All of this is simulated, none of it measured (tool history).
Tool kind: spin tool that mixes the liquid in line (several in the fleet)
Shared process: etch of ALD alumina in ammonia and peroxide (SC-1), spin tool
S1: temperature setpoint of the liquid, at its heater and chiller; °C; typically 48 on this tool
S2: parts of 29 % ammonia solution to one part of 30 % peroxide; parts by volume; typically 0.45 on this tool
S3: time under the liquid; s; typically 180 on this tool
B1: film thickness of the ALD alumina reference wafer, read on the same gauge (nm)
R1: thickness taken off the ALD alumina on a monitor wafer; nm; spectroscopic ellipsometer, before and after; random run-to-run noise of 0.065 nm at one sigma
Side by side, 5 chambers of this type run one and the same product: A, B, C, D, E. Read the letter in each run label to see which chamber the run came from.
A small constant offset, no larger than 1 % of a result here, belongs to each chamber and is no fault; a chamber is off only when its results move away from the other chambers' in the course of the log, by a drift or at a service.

run,hour,S1,S2,S3,B1,R1
1B,11.5,48,0.45,180,60.017,7.7488
2E,22,48,0.45,180,60.009,7.7626
3D,33.6,48,0.45,180,59.992,7.7108
4C,40.4,48,0.45,180,60.011,7.6085
5A,51.5,41,0.45,270,59.986,7.786
6A,63.8,41,0.45,270,59.964,7.6526
7C,72.7,41,0.45,270,59.996,7.7757
8D,84.9,41,0.45,270,60.002,7.8299
9E,96.2,41,0.45,270,59.969,7.7726
10B,104.6,48,0.45,180,60.019,7.6216
11B,111.2,48,0.45,180,59.998,7.5911
# hour 116.2: chamber E: ammonia flow meter replaced
12E,118.9,48,0.45,180,60.015,7.781
13D,126.9,48,0.45,180,59.987,7.6131
14A,136.5,48,0.45,180,59.985,7.6686
15C,143.8,48,0.45,180,60.017,7.7975
16B,150.7,39.5,0.45,180,60,4.5425
# hour 156.5: chamber A: new drum of ammonia solution connected
17C,159.6,39.5,0.45,180,60.02,4.7735
18D,169.3,39.5,0.45,180,60.047,4.7
19E,181.2,39.5,0.45,180,60.035,4.7718
20A,190.7,39.5,0.45,180,60.006,4.7041
21A,198.1,48,0.3,180,60.014,7.3294
22D,209.5,48,0.3,180,59.986,7.3719
# hour 212: chamber B: new drum of ammonia solution connected
23B,215.2,48,0.3,180,60.049,7.1695
24E,227.3,48,0.3,180,59.996,7.4461
25C,235.5,48,0.3,180,60.043,7.4821
# hour 241.3: chamber C: ammonia flow meter replaced
26A,245.1,48,0.45,180,60.015,7.672
27C,251.7,48,0.45,180,59.979,7.8456
# hour 254.2: chamber C: new drum of ammonia solution connected
28D,257.1,48,0.45,180,59.998,7.6225
29E,263.8,48,0.45,180,59.969,7.7117
# hour 271: chamber E: new drum of ammonia solution connected
30B,271.9,48,0.45,180,60.058,7.2097
31C,278.1,48,0.45,180,59.957,7.771
32B,284.4,48,0.45,180,59.989,7.1053
33A,290.1,48,0.45,90,59.987,3.8278
34D,297.2,48,0.45,90,59.973,3.8763
35E,308.2,48,0.45,90,60.025,3.8518
36D,316.6,48,0.45,90,60.019,3.8391
37B,323.1,48,0.45,90,59.97,3.5844

Read the log: is a single chamber off, either drifting away or since a service, is the gauge that measures every chamber drifting, or is nothing wrong beyond small per-chamber offsets? Name any odd chamber and what most likely caused it.

One chamber, B, drifts off from the rest bit by bit.
Most likely cause: temperature lost on the way to the wafer (K) = 1.36.
Not necessarily distinguishable in this log from: liquid colder than its thermometer reads (K).

Which of the 4 candidates below, each the usual settings with something changed and its results left as question marks, puts chamber B back in line with what the other chambers give on the usual settings?
In line means no further than this from the other chambers' mean on the usual settings: R1 0.23 nm
38B-1,331.9,48.5,0.45,190,,?
38B-2,331.9,48,0.3,180,,?
38B-3,331.9,47.5,0.45,170,,?
38B-4,331.9,48,0.45,185,,?

What the other chambers average on the usual settings: R1 7.7243 nm
run,R1
38B-1,7.6494
38B-2,6.7735
38B-3,6.4657
38B-4,7.2376
It is 38B-1 that realigns the chamber with its peers.

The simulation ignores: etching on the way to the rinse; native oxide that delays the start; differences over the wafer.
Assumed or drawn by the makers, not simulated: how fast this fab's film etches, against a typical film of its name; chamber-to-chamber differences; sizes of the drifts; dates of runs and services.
